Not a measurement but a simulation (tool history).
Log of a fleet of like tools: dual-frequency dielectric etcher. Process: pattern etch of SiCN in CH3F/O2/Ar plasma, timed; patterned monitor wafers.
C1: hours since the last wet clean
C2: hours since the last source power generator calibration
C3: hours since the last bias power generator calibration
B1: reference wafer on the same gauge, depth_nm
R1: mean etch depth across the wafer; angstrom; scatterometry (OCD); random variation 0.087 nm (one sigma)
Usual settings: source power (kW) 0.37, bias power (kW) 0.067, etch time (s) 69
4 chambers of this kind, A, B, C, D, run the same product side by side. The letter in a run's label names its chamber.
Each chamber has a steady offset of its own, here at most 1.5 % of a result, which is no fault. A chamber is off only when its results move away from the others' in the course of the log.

run 1A hour=7.8 | source_power_(kW)=0.37 bias_power_(kW)=0.067 etch_time_(s)=69 | C1=130.4 C2=2360.7 C3=2225.7 | B1=23.812 | R1=242.76
run 2B hour=16.1 | source_power_(kW)=0.37 bias_power_(kW)=0.067 etch_time_(s)=69 | C1=316 C2=2031 C3=439.8 | B1=23.805 | R1=245.62
run 3D hour=26.5 | source_power_(kW)=0.37 bias_power_(kW)=0.067 etch_time_(s)=69 | C1=86 C2=163.3 C3=485.6 | B1=23.817 | R1=243.78
run 4C hour=34.5 | source_power_(kW)=0.37 bias_power_(kW)=0.067 etch_time_(s)=69 | C1=343.4 C2=3771.2 C3=2872.7 | B1=23.818 | R1=246.82
run 5D hour=41.8 | source_power_(kW)=0.37 bias_power_(kW)=0.067 etch_time_(s)=69 | C1=101.3 C2=178.6 C3=500.9 | B1=23.79 | R1=243.51
run 6B hour=52.2 | source_power_(kW)=0.37 bias_power_(kW)=0.067 etch_time_(s)=69 | C1=352.1 C2=2067.1 C3=475.9 | B1=23.794 | R1=246.78
run 7C hour=57.5 | source_power_(kW)=0.37 bias_power_(kW)=0.067 etch_time_(s)=69 | C1=366.4 C2=3794.2 C3=2895.7 | B1=23.809 | R1=246.4
run 8A hour=66.1 | source_power_(kW)=0.37 bias_power_(kW)=0.067 etch_time_(s)=69 | C1=188.7 C2=2419 C3=2284 | B1=23.801 | R1=242.81
run 9D hour=72.4 | source_power_(kW)=0.37 bias_power_(kW)=0.067 etch_time_(s)=69 | C1=131.9 C2=209.2 C3=531.5 | B1=23.792 | R1=243.69
run 10A hour=79 | source_power_(kW)=0.37 bias_power_(kW)=0.067 etch_time_(s)=69 | C1=201.6 C2=2431.9 C3=2296.9 | B1=23.801 | R1=242.98
-- hour=80.3 chamber C: source power generator calibrated
-- hour=85.8 chamber C: wet clean of the chamber
run 11C hour=89 | source_power_(kW)=0.37 bias_power_(kW)=0.051 etch_time_(s)=88 | C1=3.3 C2=8.7 C3=2927.2 | B1=23.811 | R1=286.9
run 12B hour=97.9 | source_power_(kW)=0.37 bias_power_(kW)=0.051 etch_time_(s)=88 | C1=397.8 C2=2112.8 C3=521.6 | B1=23.803 | R1=286.83
run 13D hour=106.7 | source_power_(kW)=0.37 bias_power_(kW)=0.051 etch_time_(s)=88 | C1=166.2 C2=243.5 C3=565.8 | B1=23.8 | R1=279.75
run 14B hour=117.2 | source_power_(kW)=0.37 bias_power_(kW)=0.051 etch_time_(s)=88 | C1=417.1 C2=2132.1 C3=540.9 | B1=23.792 | R1=285.39
run 15C hour=127.1 | source_power_(kW)=0.37 bias_power_(kW)=0.067 etch_time_(s)=69 | C1=41.4 C2=46.8 C3=2965.3 | B1=23.799 | R1=247.04
run 16A hour=132.8 | source_power_(kW)=0.37 bias_power_(kW)=0.067 etch_time_(s)=69 | C1=255.4 C2=2485.7 C3=2350.7 | B1=23.83 | R1=242.71
run 17B hour=140.5 | source_power_(kW)=0.37 bias_power_(kW)=0.067 etch_time_(s)=69 | C1=440.4 C2=2155.4 C3=564.2 | B1=23.796 | R1=245.93
run 18C hour=145.4 | source_power_(kW)=0.37 bias_power_(kW)=0.067 etch_time_(s)=69 | C1=59.7 C2=65.1 C3=2983.6 | B1=23.783 | R1=246.96
run 19D hour=155.4 | source_power_(kW)=0.37 bias_power_(kW)=0.067 etch_time_(s)=69 | C1=214.9 C2=292.2 C3=614.5 | B1=23.804 | R1=237.77
run 20A hour=160.9 | source_power_(kW)=0.37 bias_power_(kW)=0.067 etch_time_(s)=69 | C1=283.5 C2=2513.8 C3=2378.8 | B1=23.782 | R1=242.19
run 21A hour=170.5 | source_power_(kW)=0.37 bias_power_(kW)=0.067 etch_time_(s)=69 | C1=293.1 C2=2523.4 C3=2388.4 | B1=23.825 | R1=243.68
run 22B hour=177.3 | source_power_(kW)=0.37 bias_power_(kW)=0.067 etch_time_(s)=69 | C1=477.2 C2=2192.2 C3=601 | B1=23.8 | R1=246.95
run 23D hour=186.2 | source_power_(kW)=0.37 bias_power_(kW)=0.067 etch_time_(s)=69 | C1=245.7 C2=323 C3=645.3 | B1=23.777 | R1=239.06
run 24C hour=196 | source_power_(kW)=0.37 bias_power_(kW)=0.067 etch_time_(s)=69 | C1=110.3 C2=115.7 C3=3034.2 | B1=23.779 | R1=247.02
run 25A hour=203 | source_power_(kW)=0.37 bias_power_(kW)=0.067 etch_time_(s)=69 | C1=325.6 C2=2555.9 C3=2420.9 | B1=23.797 | R1=242.62

Next, every chamber runs the same settings. What will each give?
run 26A hour=210.6 | source_power_(kW)=0.37 bias_power_(kW)=0.067 etch_time_(s)=69 | R1=?
run 26B hour=210.6 | source_power_(kW)=0.37 bias_power_(kW)=0.067 etch_time_(s)=69 | R1=?
run 26C hour=210.6 | source_power_(kW)=0.37 bias_power_(kW)=0.067 etch_time_(s)=69 | R1=?
run 26D hour=210.6 | source_power_(kW)=0.37 bias_power_(kW)=0.067 etch_time_(s)=69 | R1=?

run=26A R1=243.57
run=26B R1=245.97
run=26C R1=246.93
run=26D R1=236.4
